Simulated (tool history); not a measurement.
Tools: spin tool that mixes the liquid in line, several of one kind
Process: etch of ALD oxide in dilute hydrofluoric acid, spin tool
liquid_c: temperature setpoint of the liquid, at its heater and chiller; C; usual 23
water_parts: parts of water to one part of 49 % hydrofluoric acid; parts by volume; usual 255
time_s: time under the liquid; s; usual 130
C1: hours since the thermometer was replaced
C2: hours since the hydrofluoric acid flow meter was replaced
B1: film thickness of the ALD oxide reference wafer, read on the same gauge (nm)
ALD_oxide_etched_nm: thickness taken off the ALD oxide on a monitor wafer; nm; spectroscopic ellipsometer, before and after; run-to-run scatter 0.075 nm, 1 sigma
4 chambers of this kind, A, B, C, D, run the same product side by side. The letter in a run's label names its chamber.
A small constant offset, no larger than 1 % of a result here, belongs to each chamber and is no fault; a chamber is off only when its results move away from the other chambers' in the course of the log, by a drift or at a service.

Run 1B, day 0.55: usual settings; C1 226.5; C2 1980.2; B1 60.024. Result: ALD_oxide_etched_nm 7.7522 nm.
Run 2D, day 1.225: usual settings; C1 475.9; C2 720.5; B1 59.993. Result: ALD_oxide_etched_nm 7.812 nm.
Run 3A, day 1.683: usual settings; C1 560.3; C2 1266.6; B1 60.009. Result: ALD_oxide_etched_nm 7.9383 nm.
Run 4C, day 2.2: usual settings; C1 1134.1; C2 1047.2; B1 59.998. Result: ALD_oxide_etched_nm 7.838 nm.
Run 5A, day 2.767: usual settings; C1 586.3; C2 1292.6; B1 60.014. Result: ALD_oxide_etched_nm 7.7822 nm.
Run 6D, day 3.171: usual settings; C1 522.6; C2 767.2; B1 59.968. Result: ALD_oxide_etched_nm 7.734 nm.
Run 7C, day 3.488: usual settings; C1 1165; C2 1078.1; B1 59.967. Result: ALD_oxide_etched_nm 7.8144 nm.
Run 8B, day 4.162: usual settings; C1 313.2; C2 2066.9; B1 59.937. Result: ALD_oxide_etched_nm 7.7287 nm.
Run 9A, day 4.65: usual settings; C1 631.5; C2 1337.8; B1 60.01. Result: ALD_oxide_etched_nm 7.8304 nm.
Run 10C, day 4.988: usual settings but liquid_c 25 C; C1 1201; C2 1114.1; B1 59.956. Result: ALD_oxide_etched_nm 8.2889 nm.
Run 11D, day 5.5: usual settings but liquid_c 25 C; C1 578.5; C2 823.1; B1 59.98. Result: ALD_oxide_etched_nm 8.3974 nm.
Run 12B, day 6.129: usual settings but liquid_c 25 C; C1 360.4; C2 2114.1; B1 59.992. Result: ALD_oxide_etched_nm 8.2024 nm.
Run 13D, day 6.562: usual settings but liquid_c 25 C; C1 604; C2 848.6; B1 60.066. Result: ALD_oxide_etched_nm 8.3328 nm.
At day 6.912: chamber C: thermometer replaced.
Run 14A, day 7.212: usual settings; C1 693; C2 1399.3; B1 60.023. Result: ALD_oxide_etched_nm 8.0009 nm.
Run 15B, day 7.517: usual settings; C1 393.7; C2 2147.4; B1 59.997. Result: ALD_oxide_etched_nm 7.7112 nm.
Run 16C, day 7.962: usual settings; C1 25.2; C2 1185.5; B1 59.95. Result: ALD_oxide_etched_nm 7.7887 nm.
Run 17D, day 8.329: usual settings; C1 646.4; C2 891; B1 60.013. Result: ALD_oxide_etched_nm 7.873 nm.
Run 18A, day 8.762: usual settings; C1 730.2; C2 1436.5; B1 59.982. Result: ALD_oxide_etched_nm 7.837 nm.
At day 8.817: chamber B: hydrofluoric acid flow meter replaced.
Run 19B, day 9.346: usual settings; C1 437.6; C2 12.8; B1 60.035. Result: ALD_oxide_etched_nm 7.7015 nm.
Run 20C, day 9.704: usual settings; C1 67; C2 1227.3; B1 60.02. Result: ALD_oxide_etched_nm 7.6888 nm.
Run 21A, day 10.142: usual settings but water_parts 360 parts by volume, time_s 55 s; C1 763.3; C2 1469.6; B1 60.009. Result: ALD_oxide_etched_nm 2.1044 nm.
Run 22C, day 10.579: usual settings but water_parts 360 parts by volume, time_s 55 s; C1 88; C2 1248.3; B1 59.985. Result: ALD_oxide_etched_nm 2.0651 nm.
Run 23D, day 11.25: usual settings but water_parts 360 parts by volume, time_s 55 s; C1 716.5; C2 961.1; B1 60.051. Result: ALD_oxide_etched_nm 2.1285 nm.
Run 24B, day 11.542: usual settings but water_parts 360 parts by volume, time_s 55 s; C1 490.3; C2 65.5; B1 59.98. Result: ALD_oxide_etched_nm 2.1178 nm.
Run 25D, day 12.117: usual settings; C1 737.3; C2 981.9; B1 59.99. Result: ALD_oxide_etched_nm 7.7226 nm.
Run 26C, day 12.779: usual settings; C1 140.8; C2 1301.1; B1 60.047. Result: ALD_oxide_etched_nm 7.7858 nm.
Run 27B, day 13.162: usual settings; C1 529.2; C2 104.4; B1 60.031. Result: ALD_oxide_etched_nm 7.7416 nm.
Run 28A, day 13.642: usual settings but liquid_c 19 C, time_s 180 s; C1 847.3; C2 1553.6; B1 59.991. Result: ALD_oxide_etched_nm 8.9883 nm.
Run 29A, day 14.05: usual settings but liquid_c 19 C, time_s 180 s; C1 857.1; C2 1563.4; B1 59.994. Result: ALD_oxide_etched_nm 8.9042 nm.
Run 30C, day 14.596: usual settings but liquid_c 19 C, time_s 180 s; C1 184.4; C2 1344.7; B1 59.994. Result: ALD_oxide_etched_nm 9.1416 nm.
Run 31B, day 15.017: usual settings but liquid_c 19 C, time_s 180 s; C1 573.7; C2 148.9; B1 60.007. Result: ALD_oxide_etched_nm 9.2839 nm.
Run 32D, day 15.588: usual settings; C1 820.6; C2 1065.2; B1 60.053. Result: ALD_oxide_etched_nm 7.8592 nm.
Run 33D, day 16.242: usual settings; C1 836.3; C2 1080.9; B1 59.972. Result: ALD_oxide_etched_nm 7.7168 nm.
Run 34A, day 16.721: usual settings; C1 921.2; C2 1627.5; B1 59.977. Result: ALD_oxide_etched_nm 7.4778 nm.
Run 35B, day 17.396: usual settings; C1 630.8; C2 206; B1 60.023. Result: ALD_oxide_etched_nm 7.7302 nm.
Run 36C, day 18.05: usual settings; C1 267.3; C2 1427.6; B1 60.05. Result: ALD_oxide_etched_nm 7.8046 nm.
At day 18.462: chamber C: hydrofluoric acid flow meter replaced.
Run 37B, day 18.629: usual settings; C1 660.4; C2 235.6; B1 59.992. Result: ALD_oxide_etched_nm 7.7331 nm.
Run 38A, day 19.042: usual settings; C1 976.9; C2 1683.2; B1 59.935. Result: ALD_oxide_etched_nm 7.2838 nm.
Run 39C, day 19.579: usual settings; C1 304; C2 26.8; B1 60.01. Result: ALD_oxide_etched_nm 7.65 nm.
Run 40D, day 19.896: usual settings; C1 924; C2 1168.6; B1 59.952. Result: ALD_oxide_etched_nm 7.8709 nm.
Run 41C, day 20.2: usual settings; C1 318.9; C2 41.7; B1 59.975. Result: ALD_oxide_etched_nm 7.6562 nm.
Run 42D, day 20.8: usual settings; C1 945.7; C2 1190.3; B1 59.953. Result: ALD_oxide_etched_nm 7.9365 nm.

Has any chamber moved away from the others, gradually or after a service, or does the common gauge drift, or do the chambers differ only by their own small steady offsets? State the chamber and the most likely cause if one applies.

One chamber, A, drifts off from the rest bit by bit.
What lies behind it: hydrofluoric acid flow below the setpoint (%) = 6.13.
Not necessarily distinguishable in this log from: liquid colder than its thermometer reads (K).

Below are 4 candidate recipes for chamber A's next run, each the usual settings with a change, their results shown as question marks. Which of them brings A's results back in line with what the other chambers give on the usual settings?
In line means no further than this from the other chambers' mean on the usual settings: ALD_oxide_etched_nm 0.26 nm
Run 43A-1, day 21.283: usual settings but water_parts 250 parts by volume, time_s 135 s. Result: ALD_oxide_etched_nm ?.
Run 43A-2, day 21.283: usual settings but water_parts 270 parts by volume, time_s 120 s. Result: ALD_oxide_etched_nm ?.
Run 43A-3, day 21.283: usual settings but water_parts 225 parts by volume. Result: ALD_oxide_etched_nm ?.
Run 43A-4, day 21.283: usual settings but water_parts 270 parts by volume. Result: ALD_oxide_etched_nm ?.

Average result of the remaining chambers running the usual settings: ALD_oxide_etched_nm 7.7645 nm
  run  ALD_oxide_etched_nm
43A-1               7.7146
43A-2               6.2168
43A-3               8.4806
43A-4               6.7348
With 43A-1, the chamber falls back in line with the rest.
